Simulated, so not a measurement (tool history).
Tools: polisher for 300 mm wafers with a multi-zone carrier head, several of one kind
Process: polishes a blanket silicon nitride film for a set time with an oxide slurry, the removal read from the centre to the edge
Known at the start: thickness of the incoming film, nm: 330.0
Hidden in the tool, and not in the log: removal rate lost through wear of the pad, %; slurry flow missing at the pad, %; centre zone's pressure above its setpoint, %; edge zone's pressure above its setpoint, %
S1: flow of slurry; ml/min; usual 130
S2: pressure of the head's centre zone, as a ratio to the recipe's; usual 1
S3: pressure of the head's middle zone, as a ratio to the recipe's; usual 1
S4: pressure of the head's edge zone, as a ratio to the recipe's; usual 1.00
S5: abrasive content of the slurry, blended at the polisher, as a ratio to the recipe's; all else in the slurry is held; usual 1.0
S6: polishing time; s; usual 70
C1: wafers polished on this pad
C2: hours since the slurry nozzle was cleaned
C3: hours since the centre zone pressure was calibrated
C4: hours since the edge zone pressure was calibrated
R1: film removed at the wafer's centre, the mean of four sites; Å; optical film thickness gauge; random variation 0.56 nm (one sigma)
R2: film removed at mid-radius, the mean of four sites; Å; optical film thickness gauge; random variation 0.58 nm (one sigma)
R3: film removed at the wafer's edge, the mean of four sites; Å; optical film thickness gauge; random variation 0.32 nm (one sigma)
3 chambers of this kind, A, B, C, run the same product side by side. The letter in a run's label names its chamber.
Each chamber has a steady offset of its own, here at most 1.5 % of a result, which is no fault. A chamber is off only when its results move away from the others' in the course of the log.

run 1C hour=5.7 | S1=130 S2=1 S3=1 S4=1.00 S5=1.0 S6=70 | C1=266 C2=205.5 C3=269.0 C4=242.7 | R1=432.17 R2=441.32 R3=438.82
run 2A hour=12.1 | S1=130 S2=1 S3=1 S4=1.00 S5=1.0 S6=70 | C1=296 C2=276.6 C3=976.9 C4=142.1 | R1=433.76 R2=432.83 R3=436.94
-- hour=14.8 chamber B: centre zone pressure recalibrated
run 3B hour=18.6 | S1=130 S2=1 S3=1 S4=1.00 S5=1.0 S6=70 | C1=393 C2=142.7 C3=3.9 C4=303.4 | R1=426.65 R2=437.72 R3=436.50
run 4C hour=21.7 | S1=130 S2=1 S3=1 S4=1.00 S5=1.0 S6=70 | C1=454 C2=221.5 C3=285.0 C4=258.7 | R1=423.61 R2=431.61 R3=433.47
run 5B hour=24.9 | S1=130 S2=1 S3=1 S4=1.00 S5=1.0 S6=70 | C1=467 C2=149.0 C3=10.2 C4=309.7 | R1=429.40 R2=455.00 R3=435.00
run 6A hour=30.3 | S1=130 S2=1 S3=1 S4=1.00 S5=1.0 S6=63 | C1=510 C2=294.8 C3=995.1 C4=160.3 | R1=396.79 R2=392.99 R3=392.97
run 7B hour=35.1 | S1=130 S2=1 S3=1 S4=1.00 S5=1.0 S6=63 | C1=587 C2=159.2 C3=20.4 C4=319.9 | R1=385.53 R2=406.02 R3=388.26
run 8C hour=38.1 | S1=130 S2=1 S3=1 S4=1.00 S5=1.0 S6=63 | C1=646 C2=237.9 C3=301.4 C4=275.1 | R1=389.53 R2=389.80 R3=394.99
run 9A hour=41.3 | S1=130 S2=1 S3=1 S4=1.00 S5=1.0 S6=70 | C1=639 C2=305.8 C3=1006.1 C4=171.3 | R1=432.95 R2=432.43 R3=436.00
run 10B hour=48.0 | S1=130 S2=1 S3=1 S4=1.00 S5=1.0 S6=70 | C1=738 C2=172.1 C3=33.3 C4=332.8 | R1=432.51 R2=427.52 R3=430.62
run 11C hour=52.3 | S1=130 S2=1 S3=1 S4=1.00 S5=1.0 S6=70 | C1=813 C2=252.1 C3=315.6 C4=289.3 | R1=434.09 R2=437.60 R3=436.13
run 12A hour=58.7 | S1=130 S2=1 S3=1 S4=1.00 S5=1.0 S6=70 | C1=844 C2=323.2 C3=1023.5 C4=188.7 | R1=438.44 R2=426.34 R3=427.77
run 13C hour=65.4 | S1=130 S2=1 S3=1 S4=1.00 S5=1.0 S6=70 | C1=967 C2=265.2 C3=328.7 C4=302.4 | R1=431.76 R2=429.16 R3=441.41
-- hour=67.4 chamber B: worn pad replaced by a new one
-- hour=68.6 chamber C: worn pad replaced by a new one
run 14B hour=72.0 | S1=130 S2=1 S3=1 S4=1.00 S5=1.0 S6=70 | C1=54 C2=196.1 C3=57.3 C4=356.8 | R1=436.78 R2=451.12 R3=435.59
run 15A hour=78.4 | S1=130 S2=1 S3=1 S4=1.00 S5=1.0 S6=70 | C1=1075 C2=342.9 C3=1043.2 C4=208.4 | R1=419.20 R2=438.35 R3=425.89
run 16A hour=85.1 | S1=130 S2=1 S3=1 S4=1.05 S5=1.0 S6=70 | C1=1154 C2=349.6 C3=1049.9 C4=215.1 | R1=413.36 R2=413.90 R3=435.12
run 17B hour=90.4 | S1=130 S2=1 S3=1 S4=1.05 S5=1.0 S6=70 | C1=271 C2=214.5 C3=75.7 C4=375.2 | R1=437.70 R2=439.48 R3=453.50
run 18C hour=96.6 | S1=130 S2=1 S3=1 S4=1.05 S5=1.0 S6=70 | C1=330 C2=296.4 C3=359.9 C4=333.6 | R1=441.02 R2=436.06 R3=447.03
run 19B hour=100.2 | S1=130 S2=1 S3=1 S4=1.00 S5=1.0 S6=70 | C1=386 C2=224.3 C3=85.5 C4=385.0 | R1=435.52 R2=442.70 R3=434.50
run 20C hour=104.7 | S1=130 S2=1 S3=1 S4=1.00 S5=1.0 S6=70 | C1=425 C2=304.5 C3=368.0 C4=341.7 | R1=425.92 R2=432.53 R3=439.84
run 21A hour=108.7 | S1=130 S2=1 S3=1 S4=1.00 S5=1.0 S6=70 | C1=1432 C2=373.2 C3=1073.5 C4=238.7 | R1=413.76 R2=408.78 R3=418.00
run 22C hour=113.3 | S1=130 S2=1 S3=1 S4=1.00 S5=1.0 S6=70 | C1=526 C2=313.1 C3=376.6 C4=350.3 | R1=421.92 R2=436.25 R3=431.10
-- hour=117.0 chamber A: centre zone pressure recalibrated
run 23B hour=119.3 | S1=130 S2=1 S3=1 S4=1.00 S5=1.0 S6=70 | C1=610 C2=243.4 C3=104.6 C4=404.1 | R1=436.78 R2=432.87 R3=436.37
run 24A hour=123.6 | S1=130 S2=1 S3=1 S4=1.00 S5=1.0 S6=70 | C1=1607 C2=388.1 C3=6.7 C4=253.6 | R1=401.52 R2=406.64 R3=413.40
run 25B hour=129.1 | S1=85 S2=1 S3=1 S4=1.00 S5=1.0 S6=70 | C1=726 C2=253.2 C3=114.4 C4=413.9 | R1=384.68 R2=395.89 R3=400.94
run 26C hour=133.4 | S1=85 S2=1 S3=1 S4=1.00 S5=1.0 S6=70 | C1=762 C2=333.2 C3=396.7 C4=370.4 | R1=377.82 R2=387.67 R3=397.86
run 27A hour=138.7 | S1=85 S2=1 S3=1 S4=1.00 S5=1.0 S6=70 | C1=1784 C2=403.2 C3=21.8 C4=268.7 | R1=353.81 R2=362.14 R3=374.79
run 28B hour=145.5 | S1=130 S2=1 S3=1 S4=1.00 S5=1.0 S6=70 | C1=918 C2=269.6 C3=130.8 C4=430.3 | R1=437.15 R2=444.15 R3=436.93
-- hour=148.6 chamber B: worn pad replaced by a new one
run 29A hour=149.2 | S1=130 S2=1 S3=1 S4=1.00 S5=1.0 S6=70 | C1=1908 C2=413.7 C3=32.3 C4=279.2 | R1=401.85 R2=395.34 R3=404.11
run 30C hour=152.7 | S1=130 S2=1 S3=1 S4=1.00 S5=1.0 S6=70 | C1=989 C2=352.5 C3=416.0 C4=389.7 | R1=437.23 R2=436.56 R3=438.10
-- hour=155.3 chamber C: worn pad replaced by a new one
run 31C hour=157.6 | S1=130 S2=1 S3=1 S4=1.00 S5=1.0 S6=70 | C1=27 C2=357.4 C3=420.9 C4=394.6 | R1=429.19 R2=429.37 R3=444.21
run 32B hour=163.1 | S1=130 S2=1 S3=1 S4=1.00 S5=1.0 S6=70 | C1=170 C2=287.2 C3=148.4 C4=447.9 | R1=425.11 R2=442.45 R3=434.48
run 33A hour=169.2 | S1=130 S2=1 S3=1 S4=1.00 S5=1.0 S6=70 | C1=2143 C2=433.7 C3=52.3 C4=299.2 | R1=391.19 R2=391.61 R3=400.62
run 34C hour=175.1 | S1=100 S2=1 S3=1 S4=1.00 S5=1.0 S6=70 | C1=233 C2=374.9 C3=438.4 C4=412.1 | R1=401.18 R2=399.81 R3=412.85
run 35B hour=180.4 | S1=100 S2=1 S3=1 S4=1.00 S5=1.0 S6=70 | C1=374 C2=304.5 C3=165.7 C4=465.2 | R1=405.10 R2=415.02 R3=413.80
run 36A hour=185.9 | S1=100 S2=1 S3=1 S4=1.00 S5=1.0 S6=70 | C1=2339 C2=450.4 C3=69.0 C4=315.9 | R1=352.13 R2=370.10 R3=374.42
run 37A hour=190.9 | S1=130 S2=1 S3=1 S4=1.00 S5=1.0 S6=70 | C1=2398 C2=455.4 C3=74.0 C4=320.9 | R1=376.65 R2=387.00 R3=394.46
run 38C hour=196.5 | S1=130 S2=1 S3=1 S4=1.00 S5=1.0 S6=70 | C1=484 C2=396.3 C3=459.8 C4=433.5 | R1=431.80 R2=432.40 R3=430.83
run 39B hour=200.2 | S1=130 S2=1 S3=1 S4=1.00 S5=0.9 S6=70 | C1=607 C2=324.3 C3=185.5 C4=485.0 | R1=419.24 R2=423.57 R3=416.03

Next, every chamber runs the same settings. What will each give?
run 40A hour=205.1 | S1=90 S2=1 S3=1 S4=1.00 S5=1.0 S6=70 | R1=? R2=? R3=?
run 40B hour=205.1 | S1=90 S2=1 S3=1 S4=1.00 S5=1.0 S6=70 | R1=? R2=? R3=?
run 40C hour=205.1 | S1=90 S2=1 S3=1 S4=1.00 S5=1.0 S6=70 | R1=? R2=? R3=?

run=40A R1=334.46 R2=347.35 R3=362.06
run=40B R1=383.35 R2=398.59 R3=404.84
run=40C R1=387.18 R2=392.18 R3=412.21
